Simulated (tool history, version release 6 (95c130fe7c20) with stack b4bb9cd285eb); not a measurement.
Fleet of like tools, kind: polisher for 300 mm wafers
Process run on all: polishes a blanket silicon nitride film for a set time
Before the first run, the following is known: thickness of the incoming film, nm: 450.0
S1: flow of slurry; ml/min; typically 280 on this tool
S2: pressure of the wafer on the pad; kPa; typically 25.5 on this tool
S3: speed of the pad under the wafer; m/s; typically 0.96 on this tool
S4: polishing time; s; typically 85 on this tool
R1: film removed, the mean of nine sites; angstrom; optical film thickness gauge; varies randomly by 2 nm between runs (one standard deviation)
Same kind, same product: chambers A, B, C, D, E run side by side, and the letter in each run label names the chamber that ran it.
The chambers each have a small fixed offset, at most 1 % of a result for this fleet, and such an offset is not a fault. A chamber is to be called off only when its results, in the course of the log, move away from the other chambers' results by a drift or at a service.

{"hour": 6.0, "done": "chamber D: worn pad replaced by a new one"}
{"run": "1E", "hour": 8.0, "S1": 280, "S2": 25.5, "S3": 0.96, "S4": 85, "R1": 1478.7}
{"run": "2C", "hour": 20.5, "S1": 280, "S2": 25.5, "S3": 0.96, "S4": 85, "R1": 1535.9}
{"hour": 24.0, "done": "chamber C: worn pad replaced by a new one"}
{"run": "3B", "hour": 32.7, "S1": 280, "S2": 25.5, "S3": 0.96, "S4": 85, "R1": 1503.2}
{"run": "4A", "hour": 44.4, "S1": 280, "S2": 25.5, "S3": 0.96, "S4": 85, "R1": 1492.7}
{"hour": 47.0, "done": "chamber C: head pressure recalibrated"}
{"run": "5D", "hour": 57.4, "S1": 280, "S2": 25.5, "S3": 0.96, "S4": 85, "R1": 1517.1}
{"run": "6E", "hour": 67.2, "S1": 280, "S2": 25.5, "S3": 0.96, "S4": 85, "R1": 1485.4}
{"hour": 71.3, "done": "chamber E: worn pad replaced by a new one"}
{"hour": 72.1, "done": "chamber B: head pressure recalibrated"}
{"hour": 77.7, "done": "chamber B: worn pad replaced by a new one"}
{"run": "7A", "hour": 80.7, "S1": 280, "S2": 25.5, "S3": 0.96, "S4": 85, "R1": 1526}
{"hour": 86.7, "done": "chamber A: worn pad replaced by a new one"}
{"run": "8B", "hour": 87.3, "S1": 280, "S2": 25.5, "S3": 0.96, "S4": 85, "R1": 1516.1}
{"run": "9D", "hour": 99.3, "S1": 200, "S2": 25.5, "S3": 0.96, "S4": 85, "R1": 1431.7}
{"hour": 108.1, "done": "chamber C: worn pad replaced by a new one"}
{"run": "10C", "hour": 109.7, "S1": 200, "S2": 25.5, "S3": 0.96, "S4": 85, "R1": 1429.4}
{"hour": 117.4, "done": "chamber E: slurry nozzle cleaned"}
{"run": "11D", "hour": 119.7, "S1": 200, "S2": 25.5, "S3": 0.96, "S4": 85, "R1": 1457.2}
{"run": "12C", "hour": 129.9, "S1": 200, "S2": 25.5, "S3": 0.96, "S4": 85, "R1": 1481.5}
{"run": "13E", "hour": 139.1, "S1": 200, "S2": 25.5, "S3": 0.96, "S4": 85, "R1": 1444.1}
{"run": "14A", "hour": 145.1, "S1": 280, "S2": 25.5, "S3": 0.96, "S4": 85, "R1": 1515.6}
{"run": "15B", "hour": 153.6, "S1": 280, "S2": 25.5, "S3": 0.96, "S4": 85, "R1": 1504}
{"run": "16B", "hour": 162.9, "S1": 280, "S2": 25.5, "S3": 0.96, "S4": 85, "R1": 1548.7}
{"hour": 163.7, "done": "chamber A: slurry nozzle cleaned"}
{"run": "17D", "hour": 169.2, "S1": 280, "S2": 25.5, "S3": 0.96, "S4": 85, "R1": 1492.3}
{"hour": 170.2, "done": "chamber B: worn pad replaced by a new one"}
{"hour": 176.3, "done": "chamber D: worn pad replaced by a new one"}
{"run": "18C", "hour": 180.3, "S1": 320, "S2": 25.5, "S3": 0.96, "S4": 85, "R1": 1520.1}
{"run": "19E", "hour": 186.3, "S1": 320, "S2": 25.5, "S3": 0.96, "S4": 85, "R1": 1528.7}
{"run": "20A", "hour": 193.3, "S1": 320, "S2": 25.5, "S3": 0.96, "S4": 85, "R1": 1536.1}
{"hour": 194.4, "done": "chamber C: worn pad replaced by a new one"}
{"hour": 199.7, "done": "chamber E: worn pad replaced by a new one"}
{"run": "21D", "hour": 204.9, "S1": 320, "S2": 25.5, "S3": 0.96, "S4": 85, "R1": 1482.4}
{"hour": 209.3, "done": "chamber E: head pressure recalibrated"}
{"hour": 211.3, "done": "chamber B: slurry nozzle cleaned"}
{"run": "22A", "hour": 212.6, "S1": 320, "S2": 25.5, "S3": 0.96, "S4": 85, "R1": 1490.6}
{"hour": 221.6, "done": "chamber A: worn pad replaced by a new one"}
{"run": "23B", "hour": 224.3, "S1": 280, "S2": 25.5, "S3": 0.96, "S4": 85, "R1": 1491.6}
{"hour": 227.7, "done": "chamber C: slurry nozzle cleaned"}
{"run": "24C", "hour": 232.3, "S1": 280, "S2": 25.5, "S3": 0.96, "S4": 85, "R1": 1513.7}
{"hour": 240.4, "done": "chamber D: head pressure recalibrated"}
{"run": "25E", "hour": 244.1, "S1": 280, "S2": 19.3, "S3": 1.08, "S4": 85, "R1": 1235.7}
{"run": "26C", "hour": 251.4, "S1": 280, "S2": 19.3, "S3": 1.08, "S4": 85, "R1": 1268.1}
{"hour": 261.3, "done": "chamber C: worn pad replaced by a new one"}
{"run": "27A", "hour": 263.1, "S1": 280, "S2": 19.3, "S3": 1.08, "S4": 85, "R1": 1240.9}
{"run": "28D", "hour": 272.8, "S1": 280, "S2": 19.3, "S3": 1.08, "S4": 85, "R1": 1112.2}
{"hour": 273.3, "done": "chamber B: worn pad replaced by a new one"}
{"run": "29B", "hour": 278.6, "S1": 280, "S2": 19.3, "S3": 1.08, "S4": 85, "R1": 1259.4}
{"run": "30E", "hour": 287.9, "S1": 280, "S2": 25.5, "S3": 0.96, "S4": 85, "R1": 1466.7}
{"run": "31D", "hour": 298.6, "S1": 280, "S2": 25.5, "S3": 0.96, "S4": 85, "R1": 1387.3}
{"run": "32E", "hour": 307.4, "S1": 280, "S2": 25.5, "S3": 0.96, "S4": 61, "R1": 1080.9}
{"hour": 311.0, "done": "chamber E: worn pad replaced by a new one"}
{"run": "33C", "hour": 320.3, "S1": 280, "S2": 25.5, "S3": 0.96, "S4": 61, "R1": 1097.2}
{"hour": 327.3, "done": "chamber A: worn pad replaced by a new one"}
{"hour": 332.3, "done": "chamber C: worn pad replaced by a new one"}
{"run": "34B", "hour": 332.6, "S1": 280, "S2": 25.5, "S3": 0.96, "S4": 61, "R1": 1098.5}
{"run": "35A", "hour": 341.0, "S1": 280, "S2": 25.5, "S3": 0.96, "S4": 61, "R1": 1070.5}
{"hour": 345.8, "done": "chamber D: worn pad replaced by a new one"}
{"run": "36B", "hour": 350.7, "S1": 280, "S2": 25.5, "S3": 0.96, "S4": 61, "R1": 1069.3}
{"run": "37C", "hour": 357.6, "S1": 280, "S2": 25.5, "S3": 0.96, "S4": 85, "R1": 1517.4}
{"run": "38D", "hour": 365.4, "S1": 280, "S2": 25.5, "S3": 0.96, "S4": 85, "R1": 1345.5}
{"run": "39E", "hour": 372.5, "S1": 280, "S2": 25.5, "S3": 0.96, "S4": 85, "R1": 1463.5}
{"run": "40A", "hour": 378.5, "S1": 280, "S2": 25.5, "S3": 0.96, "S4": 85, "R1": 1482.7}

Decide between three cases: one chamber stands off from its peers, the gauge reading all wafers drifts, or nothing is wrong past each chamber's small offset. Where a chamber is off, say which and what most likely put it there.

Chamber D has stood off from the others ever since a service on it.
Cause: head's pressure below its setpoint, % = 9.28.

Which of the 4 candidates below, each the usual settings with something changed and its results left as question marks, puts chamber D back in line with what the other chambers give on the usual settings?
Maximum distance from the other chambers' mean on the usual settings for a result to count as in line: R1 71 angstrom
{"run": "41D-1", "hour": 388.2, "S1": 290, "S2": 25.5, "S3": 1.22, "S4": 85, "R1": "?"}
{"run": "41D-2", "hour": 388.2, "S1": 275, "S2": 25.5, "S3": 0.84, "S4": 85, "R1": "?"}
{"run": "41D-3", "hour": 388.2, "S1": 280, "S2": 23.4, "S3": 0.9, "S4": 79, "R1": "?"}
{"run": "41D-4", "hour": 388.2, "S1": 280, "S2": 26.2, "S3": 1, "S4": 88, "R1": "?"}

On the usual settings, the other chambers give on average: R1 1502.9 angstrom
run=41D-1 R1=1642.7
run=41D-2 R1=1208.3
run=41D-3 R1=1092.9
run=41D-4 R1=1482.4
It is 41D-4 that realigns the chamber with its peers.
